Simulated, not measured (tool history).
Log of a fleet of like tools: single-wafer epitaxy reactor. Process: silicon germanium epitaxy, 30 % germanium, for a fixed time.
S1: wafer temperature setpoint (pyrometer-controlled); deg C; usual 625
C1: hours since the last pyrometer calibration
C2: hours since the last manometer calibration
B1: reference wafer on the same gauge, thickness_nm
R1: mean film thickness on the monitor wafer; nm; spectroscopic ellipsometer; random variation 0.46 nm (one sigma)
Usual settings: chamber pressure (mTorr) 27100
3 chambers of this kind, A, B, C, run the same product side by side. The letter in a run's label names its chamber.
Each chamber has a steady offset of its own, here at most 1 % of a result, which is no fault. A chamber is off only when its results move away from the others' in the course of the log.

{"run": "1B", "hour": 7.0, "S1": 625, "chamber pressure (mTorr)": 27100, "C1": 1799.6, "C2": 1793.3, "B1": 98.026, "R1": 103.55}
{"run": "2A", "hour": 15.1, "S1": 625, "chamber pressure (mTorr)": 27100, "C1": 601.1, "C2": 709.9, "B1": 98.044, "R1": 102.93}
{"run": "3C", "hour": 23.3, "S1": 625, "chamber pressure (mTorr)": 27100, "C1": 983.5, "C2": 784.2, "B1": 98.138, "R1": 103.46}
{"run": "4C", "hour": 33.1, "S1": 625, "chamber pressure (mTorr)": 27100, "C1": 993.3, "C2": 794, "B1": 97.856, "R1": 103.7}
{"run": "5B", "hour": 40.3, "S1": 625, "chamber pressure (mTorr)": 27100, "C1": 1832.9, "C2": 1826.6, "B1": 98.023, "R1": 103.91}
{"hour": 53.4, "done": "chamber B: capacitance manometer re-zeroed and calibrated"}
{"run": "6A", "hour": 53.8, "S1": 625, "chamber pressure (mTorr)": 27100, "C1": 639.8, "C2": 748.6, "B1": 98.041, "R1": 101.48}
{"run": "7B", "hour": 68.0, "S1": 625, "chamber pressure (mTorr)": 27100, "C1": 1860.6, "C2": 14.6, "B1": 97.934, "R1": 103.53}
{"run": "8C", "hour": 79.0, "S1": 625, "chamber pressure (mTorr)": 27100, "C1": 1039.2, "C2": 839.9, "B1": 97.884, "R1": 103.04}
{"run": "9A", "hour": 86.2, "S1": 625, "chamber pressure (mTorr)": 27100, "C1": 672.2, "C2": 781, "B1": 97.948, "R1": 101.61}
{"run": "10B", "hour": 96.4, "S1": 625, "chamber pressure (mTorr)": 27100, "C1": 1889, "C2": 43, "B1": 98.117, "R1": 104.12}
{"hour": 100.8, "done": "chamber C: pyrometer calibrated"}
{"run": "11A", "hour": 106.1, "S1": 625, "chamber pressure (mTorr)": 27100, "C1": 692.1, "C2": 800.9, "B1": 97.913, "R1": 102.12}
{"run": "12C", "hour": 117.2, "S1": 625, "chamber pressure (mTorr)": 27100, "C1": 16.5, "C2": 878.1, "B1": 97.998, "R1": 103.4}
{"run": "13B", "hour": 130.5, "S1": 625, "chamber pressure (mTorr)": 27100, "C1": 1923.1, "C2": 77.1, "B1": 97.974, "R1": 103.84}
{"run": "14C", "hour": 144.6, "S1": 625, "chamber pressure (mTorr)": 27100, "C1": 43.9, "C2": 905.5, "B1": 97.973, "R1": 103.8}
{"run": "15A", "hour": 151.6, "S1": 616, "chamber pressure (mTorr)": 27100, "C1": 737.6, "C2": 846.4, "B1": 97.963, "R1": 86.335}
{"run": "16C", "hour": 163.4, "S1": 616, "chamber pressure (mTorr)": 27100, "C1": 62.7, "C2": 924.3, "B1": 97.949, "R1": 89.176}
{"run": "17B", "hour": 175.2, "S1": 616, "chamber pressure (mTorr)": 27100, "C1": 1967.8, "C2": 121.8, "B1": 97.951, "R1": 89.057}
{"run": "18A", "hour": 183.0, "S1": 625, "chamber pressure (mTorr)": 27100, "C1": 769, "C2": 877.8, "B1": 98.052, "R1": 100.86}
{"run": "19A", "hour": 193.9, "S1": 625, "chamber pressure (mTorr)": 27100, "C1": 779.9, "C2": 888.7, "B1": 97.962, "R1": 101.12}
{"run": "20C", "hour": 206.6, "S1": 625, "chamber pressure (mTorr)": 27100, "C1": 105.9, "C2": 967.5, "B1": 98.02, "R1": 103.91}

Is one chamber off against the others, does the gauge drift, or is nothing wrong? If a chamber is off, say which, and what the likeliest cause is.

Chamber A drifts away from the others.
Cause: true pressure below the setpoint (%) = 5.98.
The log may not tell that from: wafer temperature below the value expected at the setpoint (K).

Here are 4 candidates for chamber A's next run, each the usual settings with a change, their results left as question marks. Which one brings its results back in line with what the others give on the usual settings?
In line means no further than this from the other chambers' mean on the usual settings: R1 1.6 nm
{"run": "21A-1", "hour": 216.8, "S1": 623, "chamber pressure (mTorr)": 27100, "R1": "?"}
{"run": "21A-2", "hour": 216.8, "S1": 625, "chamber pressure (mTorr)": 29300, "R1": "?"}
{"run": "21A-3", "hour": 216.8, "S1": 621, "chamber pressure (mTorr)": 27100, "R1": "?"}
{"run": "21A-4", "hour": 216.8, "S1": 629, "chamber pressure (mTorr)": 27100, "R1": "?"}

The other chambers' mean on the usual settings: R1 103.73 nm
run=21A-1 R1=96.89
run=21A-2 R1=103.59
run=21A-3 R1=93.592
run=21A-4 R1=107.4
21A-2 brings the chamber back in line.

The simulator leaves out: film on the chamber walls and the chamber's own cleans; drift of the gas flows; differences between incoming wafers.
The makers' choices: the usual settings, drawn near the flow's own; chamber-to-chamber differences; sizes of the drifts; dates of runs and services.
